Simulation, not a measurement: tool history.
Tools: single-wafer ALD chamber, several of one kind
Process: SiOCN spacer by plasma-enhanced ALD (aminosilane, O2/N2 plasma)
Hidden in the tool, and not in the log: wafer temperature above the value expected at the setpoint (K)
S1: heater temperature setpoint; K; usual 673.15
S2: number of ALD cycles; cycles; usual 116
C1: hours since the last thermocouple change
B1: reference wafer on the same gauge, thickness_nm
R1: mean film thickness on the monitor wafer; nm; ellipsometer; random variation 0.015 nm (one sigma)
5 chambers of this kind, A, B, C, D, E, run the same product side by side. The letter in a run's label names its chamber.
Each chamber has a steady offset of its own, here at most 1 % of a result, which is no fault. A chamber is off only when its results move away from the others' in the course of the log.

run   hour      S1   S2      C1      B1      R1
 1D    6.6  673.15  116  2284.8  8.2312  7.0313
 2C   15.2  673.15  116  2981.3  8.2268  6.9904
 3B   26.9  673.15  116  1084.6  8.2354  6.9854
 4E   37.2  673.15  116  1737.7  8.2275  6.9627
 5A   44.1  673.15  116  1506.9  8.2309  7.0518
 6C   52.2  673.15  116  3018.3  8.2281  6.9883
 7D   62.3  673.15  116  2340.5  8.2259   7.025
 8B   74.3  673.15  116    1132   8.229  6.9962
 9A     87  673.15  116  1549.8  8.2295  7.0148
10E   93.4  673.15  106  1793.9  8.2303   6.383
11D  103.8  673.15  106    2382  8.2281  6.4383
     105.6  -- chamber D: thermocouple changed; heater temperature recalibrated
12A  117.1  673.15  106  1579.9  8.2303  6.4336
13E  123.6  673.15  106  1824.1  8.2252  6.3934
14C  133.1  673.15  106  3099.2  8.2256  6.3814
15B  140.4  665.15  124  1198.1  8.2301  7.4906
16C  152.3  665.15  124  3118.4  8.2265  7.4818
17A  163.3  665.15  124  1626.1  8.2284  7.5481
18D  170.2  665.15  124    64.6  8.2307  7.5227
19E  178.1  665.15  124  1878.6  8.2305  7.4461
20B  186.9  679.15  129  1244.6  8.2298  7.6488
21E  196.2  679.15  129  1896.7  8.2276  7.6148
22B  208.4  679.15  129  1266.1  8.2314  7.6379
23A    219  679.15  129  1681.8  8.2269  7.6745
24D    228  679.15  129   122.4  8.2289  7.6897
25C  239.8  673.15  116  3205.9   8.231  6.9886
26D    249  673.15  116   143.4  8.2262  7.0478
27C  256.6  673.15  116  3222.7  8.2317  6.9812
28A  266.7  673.15  116  1729.5   8.229  7.0439
29E  273.1  673.15  116  1973.6  8.2312  6.9781
30B  283.3  673.15  116    1341  8.2327  6.9972

Is one chamber off against the others, does the gauge drift, or is nothing wrong? If a chamber is off, say which, and what the likeliest cause is.

No chamber stands off beyond its own small offset, and the gauge holds steady.
